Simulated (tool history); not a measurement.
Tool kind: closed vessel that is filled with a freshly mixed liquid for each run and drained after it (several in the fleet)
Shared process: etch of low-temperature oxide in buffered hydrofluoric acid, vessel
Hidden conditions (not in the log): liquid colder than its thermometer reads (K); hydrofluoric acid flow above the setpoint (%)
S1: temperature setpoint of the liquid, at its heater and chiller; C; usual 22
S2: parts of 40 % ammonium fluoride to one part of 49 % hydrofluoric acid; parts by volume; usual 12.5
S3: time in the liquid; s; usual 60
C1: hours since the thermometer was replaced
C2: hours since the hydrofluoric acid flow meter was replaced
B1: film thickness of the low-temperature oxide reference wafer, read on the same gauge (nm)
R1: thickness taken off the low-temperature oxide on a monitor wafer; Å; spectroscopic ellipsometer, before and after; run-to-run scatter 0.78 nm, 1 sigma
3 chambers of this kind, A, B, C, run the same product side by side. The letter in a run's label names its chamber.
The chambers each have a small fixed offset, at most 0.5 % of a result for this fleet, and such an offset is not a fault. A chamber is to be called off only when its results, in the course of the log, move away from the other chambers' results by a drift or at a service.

| run | hour | S1 | S2 | S3 | C1 | C2 | B1 | R1 |
|---|---|---|---|---|---|---|---|---|
| 1A | 4.8 | 22 | 12.5 | 60 | 92.1 | 236 | 80.02 | 864.15 |
| 2B | 12.2 | 22 | 12.5 | 60 | 2502.7 | 1085.1 | 79.976 | 879.75 |
| 3C | 18.6 | 22 | 12.5 | 60 | 422 | 1258.1 | 79.993 | 856.71 |
| 4C | 24.3 | 22 | 12.5 | 60 | 427.7 | 1263.8 | 80.036 | 848.37 |
| 5A | 29.5 | 22 | 12.5 | 60 | 116.8 | 260.7 | 79.981 | 861.38 |
| 6B | 33.9 | 22 | 12.5 | 60 | 2524.4 | 1106.8 | 79.982 | 868.24 |
| 7B | 37.4 | 22 | 12.5 | 60 | 2527.9 | 1110.3 | 79.991 | 869.51 |
| 8A | 43.3 | 22 | 12.5 | 60 | 130.6 | 274.5 | 80.02 | 856.99 |
| 9C | 48.2 | 22 | 10.5 | 90 | 451.6 | 1287.7 | 79.996 | 1559 |
| 10A | 53.1 | 22 | 10.5 | 90 | 140.4 | 284.3 | 80.007 | 1505 |
| 11B | 58.3 | 22 | 10.5 | 90 | 2548.8 | 1131.2 | 79.979 | 1559.4 |
| 12C | 62.4 | 22 | 9.5 | 40 | 465.8 | 1301.9 | 80.028 | 730.58 |
| 13C | 69.9 | 22 | 9.5 | 40 | 473.3 | 1309.4 | 80.041 | 741.85 |
| 14A | 76.4 | 22 | 9.5 | 40 | 163.7 | 307.6 | 79.949 | 738.25 |
| 15B | 80.4 | 22 | 12.5 | 60 | 2570.9 | 1153.3 | 79.991 | 877.2 |
| 16A | 85.8 | 22 | 14 | 40 | 173.1 | 317 | 79.937 | 520.55 |
| 17C | 89.2 | 22 | 14 | 40 | 492.6 | 1328.7 | 79.973 | 517.88 |
| 18B | 92.8 | 22 | 14 | 40 | 2583.3 | 1165.7 | 80.037 | 514.07 |
| 19C | 96.2 | 22 | 12.5 | 60 | 499.6 | 1335.7 | 80 | 871.36 |
| 20A | 103.3 | 22 | 10 | 60 | 190.6 | 334.5 | 80.016 | 1097.9 |
| 21B | 107.8 | 22 | 10 | 60 | 2598.3 | 1180.7 | 79.965 | 1084.3 |
| 22B | 114.4 | 22 | 10 | 60 | 2604.9 | 1187.3 | 80 | 1091.9 |
| 23C | 118.9 | 22 | 12.5 | 60 | 522.3 | 1358.4 | 79.981 | 863.27 |
| 24A | 125.5 | 22 | 12.5 | 60 | 212.8 | 356.7 | 80.012 | 905.19 |
|  | 131.2 | chamber B: thermometer replaced |
| 25A | 132.2 | 22 | 12.5 | 60 | 219.5 | 363.4 | 80.036 | 919.4 |
| 26C | 136 | 22 | 12.5 | 60 | 539.4 | 1375.5 | 79.992 | 871.52 |
| 27B | 140.8 | 22 | 12.5 | 60 | 9.7 | 1213.7 | 79.992 | 874.6 |
|  | 142.7 | chamber C: hydrofluoric acid flow meter replaced |
| 28A | 145.2 | 17.5 | 12.5 | 90 | 232.5 | 376.4 | 80.035 | 1067.3 |
| 29C | 151.3 | 17.5 | 12.5 | 90 | 554.7 | 8.6 | 79.998 | 979.59 |
| 30B | 157.1 | 17.5 | 12.5 | 90 | 26 | 1230 | 80.039 | 1018.2 |
| 31B | 161.5 | 22 | 12.5 | 60 | 30.4 | 1234.4 | 79.98 | 884.04 |
| 32C | 165.7 | 22 | 12.5 | 60 | 569.1 | 23 | 79.993 | 869.47 |

What goes on in this fleet: one chamber off, a drifting gauge, or nothing beyond the chambers' own small offsets? Name the chamber and the cause, if any.

Little by little, chamber A moves away from the other chambers.
What lies behind it: hydrofluoric acid flow above the setpoint (%) = 10.7.
The log may not tell that from: liquid hotter than its thermometer reads (K).

Below are 4 candidate recipes for chamber A's next run, each the usual settings with a change, their results shown as question marks. Which of them brings A's results back in line with what the other chambers give on the usual settings?
In-line tolerance around the mean of the other chambers on the usual settings: R1 27 Å
| 33A-1 | 171.2 | 20.5 | 12.5 | 60 |  |  |  | ? |
| 33A-2 | 171.2 | 22 | 12.5 | 65 |  |  |  | ? |
| 33A-3 | 171.2 | 22 | 13 | 60 |  |  |  | ? |
| 33A-4 | 171.2 | 22 | 12 | 60 |  |  |  | ? |

Mean of the other chambers on the usual settings: R1 867 Å
| run | R1 |
|---|---|
| 33A-1 | 867.85 |
| 33A-2 | 1022.5 |
| 33A-3 | 908.84 |
| 33A-4 | 981.56 |
33A-1 is the one that brings the chamber's results back in line with the other chambers.
